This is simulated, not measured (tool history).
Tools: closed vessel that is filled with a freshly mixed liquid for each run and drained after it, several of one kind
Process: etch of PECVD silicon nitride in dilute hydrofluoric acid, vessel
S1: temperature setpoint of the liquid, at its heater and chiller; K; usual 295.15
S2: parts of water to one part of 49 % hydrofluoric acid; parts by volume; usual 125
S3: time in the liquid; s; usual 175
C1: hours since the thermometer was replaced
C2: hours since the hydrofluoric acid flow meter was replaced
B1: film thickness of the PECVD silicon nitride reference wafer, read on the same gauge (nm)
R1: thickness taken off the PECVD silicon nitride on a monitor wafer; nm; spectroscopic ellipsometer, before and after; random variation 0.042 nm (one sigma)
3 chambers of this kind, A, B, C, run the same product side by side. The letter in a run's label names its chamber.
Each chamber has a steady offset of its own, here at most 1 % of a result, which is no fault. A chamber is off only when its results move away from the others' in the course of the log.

run 1B hour=9.1 | S1=295.15 S2=125 S3=175 | C1=123.1 C2=1639 | B1=90.023 | R1=6.0271
run 2C hour=18.5 | S1=295.15 S2=125 S3=175 | C1=1021.3 C2=897.5 | B1=89.993 | R1=5.9608
run 3A hour=27.2 | S1=295.15 S2=125 S3=175 | C1=279.2 C2=990.6 | B1=90.004 | R1=6.1156
run 4A hour=36.5 | S1=295.15 S2=125 S3=175 | C1=288.5 C2=999.9 | B1=90.031 | R1=6.1146
run 5C hour=44.4 | S1=295.15 S2=125 S3=270 | C1=1047.2 C2=923.4 | B1=89.99 | R1=9.2669
run 6B hour=54.6 | S1=295.15 S2=125 S3=270 | C1=168.6 C2=1684.5 | B1=90.007 | R1=9.3509
run 7A hour=61.1 | S1=295.15 S2=125 S3=270 | C1=313.1 C2=1024.5 | B1=89.95 | R1=9.4911
run 8B hour=70.4 | S1=295.15 S2=125 S3=175 | C1=184.4 C2=1700.3 | B1=89.991 | R1=6.0779
run 9C hour=79 | S1=295.15 S2=125 S3=245 | C1=1081.8 C2=958 | B1=90.024 | R1=8.4462
run 10C hour=91.4 | S1=295.15 S2=125 S3=245 | C1=1094.2 C2=970.4 | B1=90.034 | R1=8.2085
run 11B hour=101.3 | S1=295.15 S2=125 S3=245 | C1=215.3 C2=1731.2 | B1=90.013 | R1=8.3446
run 12A hour=109.7 | S1=295.15 S2=125 S3=175 | C1=361.7 C2=1073.1 | B1=90.01 | R1=6.0158
run 13A hour=121.4 | S1=295.15 S2=125 S3=175 | C1=373.4 C2=1084.8 | B1=90.022 | R1=6.0911
run 14B hour=128.4 | S1=295.15 S2=125 S3=175 | C1=242.4 C2=1758.3 | B1=90.01 | R1=6.0861
run 15C hour=139.6 | S1=292.15 S2=180 S3=175 | C1=1142.4 C2=1018.6 | B1=90.004 | R1=3.3709
run 16B hour=149.3 | S1=292.15 S2=180 S3=175 | C1=263.3 C2=1779.2 | B1=89.991 | R1=3.4782
run 17C hour=156.6 | S1=292.15 S2=180 S3=175 | C1=1159.4 C2=1035.6 | B1=90.007 | R1=3.3277
run 18A hour=166.2 | S1=299.65 S2=90 S3=175 | C1=418.2 C2=1129.6 | B1=89.991 | R1=11.494
run 19A hour=175.9 | S1=299.65 S2=90 S3=175 | C1=427.9 C2=1139.3 | B1=89.981 | R1=11.303
run 20B hour=187.8 | S1=299.65 S2=90 S3=175 | C1=301.8 C2=1817.7 | B1=89.972 | R1=11.228
run 21C hour=195.9 | S1=295.15 S2=125 S3=175 | C1=1198.7 C2=1074.9 | B1=90.026 | R1=5.7175
run 22B hour=205.1 | S1=295.15 S2=125 S3=175 | C1=319.1 C2=1835 | B1=89.996 | R1=6.0634
run 23C hour=216.1 | S1=295.15 S2=125 S3=175 | C1=1218.9 C2=1095.1 | B1=89.98 | R1=5.6829
run 24A hour=224.4 | S1=295.15 S2=125 S3=175 | C1=476.4 C2=1187.8 | B1=90 | R1=6.0839
run 25A hour=234.2 | S1=295.15 S2=95 S3=175 | C1=486.2 C2=1197.6 | B1=90.005 | R1=7.9302
run 26B hour=245.2 | S1=295.15 S2=95 S3=175 | C1=359.2 C2=1875.1 | B1=90.015 | R1=7.9172
-- hour=253.6 chamber A: hydrofluoric acid flow meter replaced
run 27C hour=255.6 | S1=295.15 S2=95 S3=175 | C1=1258.4 C2=1134.6 | B1=89.995 | R1=7.3799
run 28A hour=264.4 | S1=295.15 S2=125 S3=175 | C1=516.4 C2=10.9 | B1=90.001 | R1=6.0093
run 29C hour=272.1 | S1=295.15 S2=125 S3=175 | C1=1274.9 C2=1151.1 | B1=90.04 | R1=5.5823

All 3 chambers run these settings next. Forecast each chamber's results:
run 30A hour=281.1 | S1=295.15 S2=125 S3=175 | R1=?
run 30B hour=281.1 | S1=295.15 S2=125 S3=175 | R1=?
run 30C hour=281.1 | S1=295.15 S2=125 S3=175 | R1=?

run=30A R1=6.1398
run=30B R1=6.0887
run=30C R1=5.5536
